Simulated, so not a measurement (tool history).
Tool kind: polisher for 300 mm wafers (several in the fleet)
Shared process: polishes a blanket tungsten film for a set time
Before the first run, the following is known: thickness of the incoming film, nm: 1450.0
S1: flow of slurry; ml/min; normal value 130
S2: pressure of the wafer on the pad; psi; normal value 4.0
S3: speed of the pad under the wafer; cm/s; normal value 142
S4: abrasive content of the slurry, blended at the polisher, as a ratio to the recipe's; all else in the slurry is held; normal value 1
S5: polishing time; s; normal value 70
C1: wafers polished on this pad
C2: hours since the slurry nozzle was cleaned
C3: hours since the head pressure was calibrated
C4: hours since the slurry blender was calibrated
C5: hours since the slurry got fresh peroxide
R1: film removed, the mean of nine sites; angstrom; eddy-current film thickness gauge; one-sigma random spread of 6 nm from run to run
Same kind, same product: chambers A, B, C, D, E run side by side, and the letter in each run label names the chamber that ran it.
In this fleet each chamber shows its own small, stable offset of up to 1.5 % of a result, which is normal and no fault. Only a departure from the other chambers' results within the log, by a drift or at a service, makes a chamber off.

run 1C hour=8.1 | S1=130 S2=4.0 S3=142 S4=1 S5=70 | C1=186 C2=10.8 C3=359.3 C4=196.8 C5=155.9 | R1=5033.4
-- hour=9.8 chamber E: slurry blender recalibrated
run 2B hour=20.8 | S1=130 S2=4.0 S3=142 S4=1 S5=70 | C1=480 C2=570.8 C3=609.5 C4=122.7 C5=37.7 | R1=5144.0
-- hour=24.6 chamber E: slurry nozzle cleaned
-- hour=24.6 chamber E: slurry tank refilled with fresh slurry and peroxide
run 3D hour=28.3 | S1=130 S2=4.0 S3=142 S4=1 S5=70 | C1=408 C2=313.1 C3=140.8 C4=271.5 C5=78.6 | R1=5014.0
run 4E hour=40.4 | S1=130 S2=4.0 S3=142 S4=1 S5=70 | C1=443 C2=15.9 C3=147.1 C4=30.6 C5=15.9 | R1=5160.5
-- hour=40.7 chamber D: slurry blender recalibrated
-- hour=43.8 chamber C: slurry tank refilled with fresh slurry and peroxide
run 5A hour=47.3 | S1=130 S2=4.0 S3=142 S4=1 S5=70 | C1=737 C2=263.2 C3=709.3 C4=309.0 C5=63.0 | R1=5054.3
-- hour=50.5 chamber E: worn pad replaced by a new one
-- hour=54.4 chamber D: worn pad replaced by a new one
run 6C hour=59.3 | S1=100 S2=4.6 S3=142 S4=1 S5=70 | C1=607 C2=62.0 C3=410.5 C4=248.0 C5=15.6 | R1=5409.4
-- hour=64.3 chamber A: slurry blender recalibrated
run 7D hour=67.0 | S1=100 S2=4.6 S3=142 S4=1 S5=70 | C1=103 C2=351.8 C3=179.5 C4=26.4 C5=117.3 | R1=5367.9
run 8B hour=79.3 | S1=100 S2=4.6 S3=142 S4=1 S5=70 | C1=961 C2=629.3 C3=668.0 C4=181.2 C5=96.2 | R1=5499.5
-- hour=82.3 chamber D: slurry tank refilled with fresh slurry and peroxide
-- hour=87.6 chamber E: slurry tank refilled with fresh slurry and peroxide
run 9A hour=90.1 | S1=100 S2=4.6 S3=142 S4=1 S5=70 | C1=1089 C2=306.0 C3=752.1 C4=25.9 C5=105.8 | R1=5471.6
-- hour=97.4 chamber B: slurry tank refilled with fresh slurry and peroxide
run 10E hour=99.6 | S1=100 S2=4.6 S3=142 S4=1 S5=70 | C1=404 C2=75.1 C3=206.3 C4=89.8 C5=12.0 | R1=5395.2
-- hour=107.8 chamber B: slurry blender recalibrated
-- hour=108.2 chamber C: slurry blender recalibrated
run 11D hour=111.1 | S1=130 S2=4.0 S3=142 S4=1 S5=70 | C1=466 C2=395.9 C3=223.6 C4=70.5 C5=28.8 | R1=4892.1
-- hour=113.7 chamber B: worn pad replaced by a new one
-- hour=113.7 chamber A: worn pad replaced by a new one
-- hour=113.9 chamber B: slurry nozzle cleaned
-- hour=115.7 chamber E: slurry blender recalibrated
run 12E hour=118.1 | S1=130 S2=4.0 S3=142 S4=1 S5=70 | C1=556 C2=93.6 C3=224.8 C4=2.5 C5=30.5 | R1=4995.2
-- hour=121.9 chamber E: worn pad replaced by a new one
run 13B hour=129.6 | S1=130 S2=4.0 S3=142 S4=1 S5=70 | C1=130 C2=15.8 C3=718.3 C4=21.9 C5=32.2 | R1=5058.2
run 14C hour=140.2 | S1=130 S2=4.0 S3=142 S4=1 S5=70 | C1=1273 C2=142.9 C3=491.4 C4=32.0 C5=96.5 | R1=5066.5
-- hour=142.1 chamber D: worn pad replaced by a new one
-- hour=143.9 chamber E: slurry tank refilled with fresh slurry and peroxide
-- hour=147.7 chamber A: slurry tank refilled with fresh slurry and peroxide
run 15A hour=148.5 | S1=130 S2=4.0 S3=142 S4=1 S5=70 | C1=286 C2=364.4 C3=810.5 C4=84.3 C5=0.8 | R1=4990.0
-- hour=158.5 chamber A: head pressure recalibrated
run 16A hour=161.6 | S1=130 S2=4.0 S3=142 S4=1 S5=70 | C1=394 C2=377.5 C3=3.1 C4=97.4 C5=13.9 | R1=4976.8
run 17B hour=169.2 | S1=130 S2=4.0 S3=142 S4=1 S5=70 | C1=456 C2=55.4 C3=757.9 C4=61.5 C5=71.8 | R1=5136.1
run 18D hour=179.1 | S1=130 S2=4.0 S3=142 S4=1 S5=70 | C1=304 C2=463.9 C3=291.6 C4=138.5 C5=96.8 | R1=4914.1
-- hour=187.7 chamber C: worn pad replaced by a new one
run 19C hour=188.6 | S1=130 S2=4.0 S3=142 S4=1 S5=70 | C1=8 C2=191.3 C3=539.8 C4=80.4 C5=144.9 | R1=5064.8
-- hour=189.4 chamber E: worn pad replaced by a new one
-- hour=194.7 chamber E: slurry tank refilled with fresh slurry and peroxide
run 20E hour=200.7 | S1=130 S2=4.0 S3=142 S4=1 S5=70 | C1=93 C2=176.2 C3=307.4 C4=85.1 C5=6.1 | R1=4936.0
-- hour=204.2 chamber D: slurry tank refilled with fresh slurry and peroxide
run 21A hour=209.0 | S1=130 S2=4.0 S3=142 S4=1 S5=70 | C1=784 C2=424.9 C3=50.5 C4=144.8 C5=61.3 | R1=5048.2
-- hour=214.8 chamber E: slurry blender recalibrated
run 22E hour=215.9 | S1=130 S2=4.0 S3=142 S4=1 S5=70 | C1=218 C2=191.4 C3=322.6 C4=1.2 C5=21.3 | R1=5028.5
-- hour=216.1 chamber B: slurry tank refilled with fresh slurry and peroxide
run 23C hour=225.4 | S1=130 S2=4.0 S3=142 S4=1 S5=70 | C1=310 C2=228.1 C3=576.6 C4=117.2 C5=181.7 | R1=5052.8
-- hour=229.5 chamber D: worn pad replaced by a new one
run 24D hour=238.4 | S1=130 S2=4.0 S3=142 S4=1 S5=70 | C1=73 C2=523.2 C3=350.9 C4=197.8 C5=34.2 | R1=5060.6
run 25B hour=244.4 | S1=130 S2=4.0 S3=142 S4=1 S5=70 | C1=1075 C2=130.6 C3=833.1 C4=136.7 C5=28.3 | R1=5021.4
-- hour=246.5 chamber C: slurry tank refilled with fresh slurry and peroxide
-- hour=247.4 chamber A: slurry nozzle cleaned
-- hour=250.3 chamber E: slurry tank refilled with fresh slurry and peroxide
run 26A hour=253.7 | S1=130 S2=5.2 S3=174 S4=1 S5=70 | C1=1152 C2=6.4 C3=95.2 C4=189.5 C5=106.0 | R1=8016.6
-- hour=255.2 chamber E: worn pad replaced by a new one
-- hour=259.0 chamber C: head pressure recalibrated
run 27C hour=265.2 | S1=130 S2=5.2 S3=174 S4=1 S5=70 | C1=638 C2=267.9 C3=6.2 C4=157.0 C5=18.7 | R1=7941.0
-- hour=277.0 chamber E: slurry nozzle cleaned
run 28D hour=278.2 | S1=130 S2=5.2 S3=174 S4=1 S5=70 | C1=400 C2=563.0 C3=390.7 C4=237.6 C5=74.0 | R1=8048.3
run 29E hour=290.3 | S1=130 S2=5.2 S3=174 S4=1 S5=70 | C1=289 C2=13.3 C3=397.0 C4=75.6 C5=40.0 | R1=7935.4
run 30B hour=296.5 | S1=130 S2=5.2 S3=174 S4=1 S5=70 | C1=1503 C2=182.7 C3=885.2 C4=188.8 C5=80.4 | R1=8015.9

Is one chamber off against the others, does the gauge drift, or is nothing wrong? If a chamber is off, say which, and what the likeliest cause is.

No chamber is off and the gauge is stable; the differences are just each chamber's small, constant offset.

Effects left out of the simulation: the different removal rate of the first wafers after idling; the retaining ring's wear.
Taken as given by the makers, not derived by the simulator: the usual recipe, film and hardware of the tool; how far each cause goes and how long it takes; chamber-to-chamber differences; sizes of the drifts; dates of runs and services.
